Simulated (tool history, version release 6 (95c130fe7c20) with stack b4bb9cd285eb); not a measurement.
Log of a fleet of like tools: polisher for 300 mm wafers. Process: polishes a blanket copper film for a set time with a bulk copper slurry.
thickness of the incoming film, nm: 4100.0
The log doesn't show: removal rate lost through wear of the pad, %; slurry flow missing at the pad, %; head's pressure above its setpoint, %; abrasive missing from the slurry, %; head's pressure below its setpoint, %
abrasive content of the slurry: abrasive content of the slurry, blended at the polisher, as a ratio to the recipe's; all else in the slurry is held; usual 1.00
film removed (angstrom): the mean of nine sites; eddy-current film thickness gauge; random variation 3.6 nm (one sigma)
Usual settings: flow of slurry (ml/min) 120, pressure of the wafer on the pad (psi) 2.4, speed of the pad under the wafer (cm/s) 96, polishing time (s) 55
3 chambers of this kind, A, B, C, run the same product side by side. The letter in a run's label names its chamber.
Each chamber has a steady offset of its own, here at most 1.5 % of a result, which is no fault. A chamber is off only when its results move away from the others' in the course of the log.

run,hour,flow of slurry (ml/min),pressure of the wafer on the pad (psi),speed of the pad under the wafer (cm/s),abrasive content of the slurry,polishing time (s),wafers polished on this pad,hours since the slurry nozzle was cleaned,hours since the head pressure was calibrated,hours since the slurry blender was calibrated,film removed (angstrom)
# hour 6.2: chamber A: slurry blender recalibrated
1C,6.2,120,2.4,96,1.00,55,401,91.9,89.2,189.1,3917.5
2B,11.3,120,2.4,96,1.00,55,429,76.2,470.7,66.1,3917.4
3A,15.3,120,2.4,96,1.00,55,242,60.9,589.5,9.1,3930.0
4B,23.6,120,2.4,96,1.00,55,550,88.5,483.0,78.4,3894.3
5C,31.1,120,2.4,96,1.00,55,646,116.8,114.1,214.0,3891.0
6A,38.7,120,2.4,96,1.00,55,472,84.3,612.9,32.5,3963.3
7C,47.0,120,2.4,96,1.00,55,802,132.7,130.0,229.9,3885.8
8A,54.0,120,2.4,96,1.00,55,622,99.6,628.2,47.8,3981.0
9B,62.1,120,2.4,96,1.00,55,928,127.0,521.5,116.9,3922.7
# hour 67.1: chamber B: worn pad replaced by a new one
10B,68.7,120,2.4,96,1.00,55,15,133.6,528.1,123.5,3941.7
11C,76.3,120,1.6,96,0.75,55,1090,162.0,159.3,259.2,2467.0
12A,82.3,120,1.6,96,0.75,55,901,127.9,656.5,76.1,2478.9
# hour 83.7: chamber A: worn pad replaced by a new one
13A,89.5,120,1.6,96,0.75,55,57,135.1,663.7,83.3,2493.3
14B,93.3,120,2.4,96,1.00,55,257,158.2,552.7,148.1,3951.4
15C,98.9,120,2.4,96,1.00,55,1312,184.6,181.9,281.8,3805.8
16A,103.9,120,2.4,96,1.00,55,199,149.5,678.1,97.7,4052.9
17B,109.9,120,2.4,96,1.00,55,420,174.8,569.3,164.7,3928.0
18C,115.0,120,2.4,96,1.00,55,1471,200.7,198.0,297.9,3912.1
19C,122.1,120,2.4,96,1.00,55,1540,207.8,205.1,305.0,3788.3
# hour 125.0: chamber C: slurry nozzle cleaned
20B,128.0,120,2.4,96,1.00,55,598,192.9,587.4,182.8,3948.6
21A,134.7,120,2.4,96,1.00,55,502,180.3,708.9,128.5,3950.9
# hour 136.4: chamber B: slurry blender recalibrated
22C,140.1,120,2.4,96,1.00,55,1717,15.2,223.1,323.0,3792.7
23B,147.4,120,2.4,96,1.00,55,789,212.3,606.8,11.1,3924.7
24A,151.0,120,2.4,96,1.00,55,662,196.6,725.2,144.8,3867.4
# hour 154.3: chamber B: slurry nozzle cleaned
25C,156.0,120,2.4,96,1.00,55,1874,31.1,239.0,338.9,3733.0
26A,161.3,100,2.1,96,1.00,55,763,206.9,735.5,155.1,3309.1
# hour 162.6: chamber C: slurry blender recalibrated
# hour 165.0: chamber B: worn pad replaced by a new one
# hour 165.9: chamber A: worn pad replaced by a new one
27B,168.2,100,2.1,96,1.00,55,31,13.9,627.6,31.9,3270.5
28C,174.4,100,2.1,96,1.00,55,2055,49.5,257.4,11.9,3160.9
29A,179.8,120,2.4,96,1.00,55,136,225.4,754.0,173.6,3949.1
30B,183.7,120,2.4,96,0.75,55,184,29.4,643.1,47.4,3776.0
31C,187.5,120,2.4,96,0.75,55,2183,62.6,270.5,25.0,3512.2
# hour 190.0: chamber A: slurry nozzle cleaned
32A,193.0,120,2.4,96,0.75,55,266,3.1,767.2,186.8,3704.3
33B,200.3,120,2.4,96,1.00,55,347,46.0,659.7,64.0,3883.5
34A,208.4,120,2.4,96,1.00,55,418,18.5,782.6,202.2,3890.1
# hour 214.4: chamber A: slurry blender recalibrated
35C,214.7,120,2.4,96,1.00,55,2451,89.8,297.7,52.2,3671.6
36B,222.7,120,2.4,96,1.00,55,567,68.4,682.1,86.4,3951.2
37C,228.6,120,2.4,96,1.00,55,2588,103.7,311.6,66.1,3591.3
38B,235.5,120,2.4,96,1.00,55,693,81.2,694.9,99.2,4000.2
39A,242.6,120,2.4,96,1.00,55,754,52.7,816.8,28.2,3911.6
40B,246.1,120,2.4,96,1.00,55,797,91.8,705.5,109.8,3956.1
# hour 250.4: chamber A: worn pad replaced by a new one
41A,253.1,120,3.2,96,1.00,55,26,63.2,827.3,38.7,5277.3
42C,260.3,120,3.2,96,1.00,55,2899,135.4,343.3,97.8,4681.9
43C,264.9,120,3.2,96,1.00,55,2945,140.0,347.9,102.4,4708.6

What goes on in this fleet: one chamber off, a drifting gauge, or nothing beyond the chambers' own small offsets? Name the chamber and the cause, if any.

Chamber C drifts away from the others.
Cause: removal rate lost through wear of the pad, % = 9.1.
The log may not tell that from: head's pressure below its setpoint, %.

Here are 4 candidates for chamber C's next run, each the usual settings with a change, their results left as question marks. Which one brings its results back in line with what the others give on the usual settings?
In line means no further than this from the other chambers' mean on the usual settings: film removed (angstrom) 130.0
44C-1,270.9,120,2.4,98,1.00,56,,,,,?
44C-2,270.9,120,2.4,96,0.80,55,,,,,?
44C-3,270.9,120,2.4,86,1.00,55,,,,,?
44C-4,270.9,120,2.4,96,1.00,61,,,,,?

The other chambers' mean on the usual settings: film removed (angstrom) 3942.9
run,film removed (angstrom)
44C-1,3686.6
44C-2,3380.6
44C-3,3179.2
44C-4,3934.2
44C-4 brings the chamber back in line.
